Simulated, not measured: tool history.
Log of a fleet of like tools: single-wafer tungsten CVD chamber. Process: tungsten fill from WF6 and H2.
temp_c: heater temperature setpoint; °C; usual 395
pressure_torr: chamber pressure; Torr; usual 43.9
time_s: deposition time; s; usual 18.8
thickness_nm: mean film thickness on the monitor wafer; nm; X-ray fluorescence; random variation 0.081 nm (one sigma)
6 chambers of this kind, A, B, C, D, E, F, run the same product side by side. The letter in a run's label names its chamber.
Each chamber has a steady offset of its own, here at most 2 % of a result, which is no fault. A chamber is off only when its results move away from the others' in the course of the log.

run,hour,temp_c,pressure_torr,time_s,"read-back reference wafer on the same gauge, thickness_nm",thickness_nm
1B,11.6,395,43.9,18.8,50.005,59.541
2D,21.6,395,43.9,18.8,50.012,59.401
3F,36.4,395,43.9,18.8,50.022,59.054
4C,45.5,395,43.9,18.8,50.014,59.633
5A,60.7,395,34.7,18.8,50.042,52.346
6E,72.7,395,34.7,18.8,50.027,53.559
7A,83.6,395,34.7,18.8,50.052,52.422
8F,96.5,395,34.7,18.8,50.048,53.244
9C,104.7,395,34.7,18.8,50.056,53.511
10D,120.5,395,34.7,18.8,50.07,53.21
11E,131.1,395,43.9,18.8,50.064,59.657
# hour 143.2: chamber D: thermocouple changed; heater temperature recalibrated
12B,143.7,395,43.9,18.8,50.072,59.938
13E,158.3,395,43.9,18.8,50.077,59.716
14D,172.6,395,43.9,18.8,50.085,59.384
15F,184.9,395,43.9,18.8,50.104,59.406
16A,193.1,395,43.9,18.8,50.121,58.46
# hour 193.8: chamber E: capacitance manometer re-zeroed and calibrated
17C,206.3,395,43.9,18.8,50.089,59.836
18B,214.5,395,43.9,18.8,50.106,59.917
# hour 227.4: chamber A: capacitance manometer re-zeroed and calibrated
19D,230.8,390,43.9,18.8,50.123,54.062
20B,241.6,390,43.9,18.8,50.122,54.444
# hour 245.3: chamber D: capacitance manometer re-zeroed and calibrated
21A,250.5,390,43.9,18.8,50.14,53.091
22F,261,390,43.9,18.8,50.134,54.097
23C,273.9,390,43.9,18.8,50.145,54.494
24E,285.6,390,43.9,18.8,50.144,54.217
25A,296.5,395,43.9,18.8,50.166,58.533
26D,308.4,395,43.9,18.8,50.172,59.448
27E,323.5,395,43.9,18.8,50.171,59.76
28B,340,395,43.9,18.8,50.176,59.731
29F,351.3,395,43.9,18.8,50.178,59.405
30C,359.1,395,43.9,18.8,50.179,59.91
31C,371.5,395,43.9,18.8,50.206,59.948
32E,380.5,395,43.9,18.8,50.204,59.739
33D,387.8,395,43.9,18.8,50.217,59.536
34F,401.6,401,43.9,16.6,50.198,58.533
35B,411.3,401,43.9,16.6,50.211,59.009
36A,426.1,401,43.9,16.6,50.227,58.003
37A,442,401,43.9,16.6,50.241,57.895
38F,451.7,401,43.9,16.6,50.228,58.735
39D,463.8,401,43.9,16.6,50.239,58.933
40C,473.4,402,43.9,15.2,50.251,55.041
41E,487.8,402,43.9,15.2,50.248,55.007
42B,501.5,402,43.9,15.2,50.24,55.097
43E,510.3,402,43.9,15.2,50.255,54.984
44A,519.8,402,43.9,15.2,50.294,54.024

What goes on in this fleet: one chamber off, a drifting gauge, or nothing beyond the chambers' own small offsets? Name the chamber and the cause, if any.

The gauge drifts, so all chambers seem to drift together. No chamber is off.
Cause: gauge reads high (%) = 0.557.
